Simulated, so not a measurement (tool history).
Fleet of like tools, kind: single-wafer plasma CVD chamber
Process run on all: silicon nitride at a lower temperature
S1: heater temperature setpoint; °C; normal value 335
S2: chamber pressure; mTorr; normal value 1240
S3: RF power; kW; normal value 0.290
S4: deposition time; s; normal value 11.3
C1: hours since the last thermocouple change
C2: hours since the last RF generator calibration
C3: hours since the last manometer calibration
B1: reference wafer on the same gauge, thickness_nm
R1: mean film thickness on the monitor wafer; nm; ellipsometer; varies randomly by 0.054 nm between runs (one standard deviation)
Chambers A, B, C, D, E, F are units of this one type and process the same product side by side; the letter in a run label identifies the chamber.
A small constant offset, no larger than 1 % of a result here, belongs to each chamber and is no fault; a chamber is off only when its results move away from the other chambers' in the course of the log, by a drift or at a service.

Run 1E, hour 5.8: usual settings; C1 1060.1; C2 1676.7; C3 147.3; B1 14.100. Result: R1 12.054 nm.
At hour 13.0: chamber A: RF generator calibrated.
Run 2C, hour 13.2: usual settings; C1 1546.1; C2 580.5; C3 456.2; B1 14.083. Result: R1 12.196 nm.
Run 3B, hour 21.2: usual settings; C1 87.9; C2 619.0; C3 444.8; B1 14.094. Result: R1 12.222 nm.
Run 4F, hour 28.8: usual settings; C1 461.9; C2 1411.2; C3 1659.1; B1 14.102. Result: R1 12.142 nm.
Run 5D, hour 34.4: usual settings; C1 882.2; C2 2078.9; C3 510.6; B1 14.107. Result: R1 12.132 nm.
Run 6A, hour 42.5: usual settings; C1 1937.0; C2 29.5; C3 1133.5; B1 14.104. Result: R1 12.179 nm.
Run 7A, hour 49.2: usual settings; C1 1943.7; C2 36.2; C3 1140.2; B1 14.089. Result: R1 12.276 nm.
Run 8D, hour 53.6: usual settings; C1 901.4; C2 2098.1; C3 529.8; B1 14.095. Result: R1 12.261 nm.
Run 9C, hour 61.3: usual settings; C1 1594.2; C2 628.6; C3 504.3; B1 14.103. Result: R1 12.178 nm.
Run 10E, hour 66.8: usual settings; C1 1121.1; C2 1737.7; C3 208.3; B1 14.094. Result: R1 12.146 nm.
Run 11F, hour 75.0: usual settings; C1 508.1; C2 1457.4; C3 1705.3; B1 14.101. Result: R1 12.218 nm.
Run 12B, hour 79.1: usual settings; C1 145.8; C2 676.9; C3 502.7; B1 14.098. Result: R1 12.119 nm.
Run 13E, hour 86.7: usual settings but S3 0.340 kW; C1 1141.0; C2 1757.6; C3 228.2; B1 14.114. Result: R1 13.332 nm.
Run 14B, hour 92.5: usual settings but S3 0.340 kW; C1 159.2; C2 690.3; C3 516.1; B1 14.102. Result: R1 13.431 nm.
Run 15D, hour 100.3: usual settings but S3 0.340 kW; C1 948.1; C2 2144.8; C3 576.5; B1 14.104. Result: R1 13.575 nm.
Run 16A, hour 108.8: usual settings but S3 0.340 kW; C1 2003.3; C2 95.8; C3 1199.8; B1 14.109. Result: R1 13.562 nm.
Run 17F, hour 113.3: usual settings but S3 0.340 kW; C1 546.4; C2 1495.7; C3 1743.6; B1 14.093. Result: R1 13.515 nm.
Run 18C, hour 119.7: usual settings but S3 0.340 kW; C1 1652.6; C2 687.0; C3 562.7; B1 14.103. Result: R1 13.423 nm.
Run 19B, hour 124.7: usual settings; C1 191.4; C2 722.5; C3 548.3; B1 14.092. Result: R1 11.966 nm.
Run 20D, hour 129.8: usual settings; C1 977.6; C2 2174.3; C3 606.0; B1 14.092. Result: R1 12.259 nm.
Run 21A, hour 137.5: usual settings; C1 2032.0; C2 124.5; C3 1228.5; B1 14.100. Result: R1 12.199 nm.
Run 22C, hour 143.4: usual settings; C1 1676.3; C2 710.7; C3 586.4; B1 14.094. Result: R1 12.293 nm.
Run 23E, hour 150.4: usual settings; C1 1204.7; C2 1821.3; C3 291.9; B1 14.100. Result: R1 12.153 nm.
Run 24F, hour 157.6: usual settings; C1 590.7; C2 1540.0; C3 1787.9; B1 14.108. Result: R1 12.101 nm.
Run 25B, hour 166.2: usual settings; C1 232.9; C2 764.0; C3 589.8; B1 14.100. Result: R1 11.934 nm.
Run 26C, hour 173.4: usual settings but S1 326 °C; C1 1706.3; C2 740.7; C3 616.4; B1 14.095. Result: R1 12.317 nm.
Run 27A, hour 179.7: usual settings but S1 326 °C; C1 2074.2; C2 166.7; C3 1270.7; B1 14.086. Result: R1 12.325 nm.
Run 28D, hour 184.0: usual settings but S1 326 °C; C1 1031.8; C2 2228.5; C3 660.2; B1 14.105. Result: R1 12.232 nm.
Run 29F, hour 192.7: usual settings but S1 326 °C; C1 625.8; C2 1575.1; C3 1823.0; B1 14.108. Result: R1 12.174 nm.
Run 30E, hour 197.6: usual settings but S1 326 °C; C1 1251.9; C2 1868.5; C3 339.1; B1 14.085. Result: R1 12.124 nm.
Run 31A, hour 204.0: usual settings but S1 326 °C; C1 2098.5; C2 191.0; C3 1295.0; B1 14.096. Result: R1 12.141 nm.
Run 32D, hour 209.0: usual settings; C1 1056.8; C2 2253.5; C3 685.2; B1 14.100. Result: R1 12.158 nm.
Run 33C, hour 213.1: usual settings; C1 1746.0; C2 780.4; C3 656.1; B1 14.102. Result: R1 12.293 nm.
Run 34F, hour 217.9: usual settings; C1 651.0; C2 1600.3; C3 1848.2; B1 14.094. Result: R1 12.147 nm.
Run 35E, hour 222.5: usual settings; C1 1276.8; C2 1893.4; C3 364.0; B1 14.097. Result: R1 12.071 nm.
Run 36B, hour 230.3: usual settings; C1 297.0; C2 828.1; C3 653.9; B1 14.119. Result: R1 11.684 nm.
Run 37A, hour 238.6: usual settings; C1 2133.1; C2 225.6; C3 1329.6; B1 14.087. Result: R1 12.260 nm.
Run 38C, hour 247.5: usual settings; C1 1780.4; C2 814.8; C3 690.5; B1 14.116. Result: R1 12.173 nm.
Run 39D, hour 254.3: usual settings; C1 1102.1; C2 2298.8; C3 730.5; B1 14.094. Result: R1 12.195 nm.
Run 40F, hour 262.2: usual settings; C1 695.3; C2 1644.6; C3 1892.5; B1 14.098. Result: R1 12.247 nm.
Run 41E, hour 266.3: usual settings but S2 940 mTorr; C1 1320.6; C2 1937.2; C3 407.8; B1 14.102. Result: R1 11.074 nm.

Next, every chamber runs the same settings. What will each give?
Run 42A, hour 272.7: usual settings. Result: R1 ?.
Run 42B, hour 272.7: usual settings. Result: R1 ?.
Run 42C, hour 272.7: usual settings. Result: R1 ?.
Run 42D, hour 272.7: usual settings. Result: R1 ?.
Run 42E, hour 272.7: usual settings. Result: R1 ?.
Run 42F, hour 272.7: usual settings. Result: R1 ?.

run      R1
42A  12.239
42B  11.658
42C  12.207
42D  12.250
42E  12.071
42F  12.191
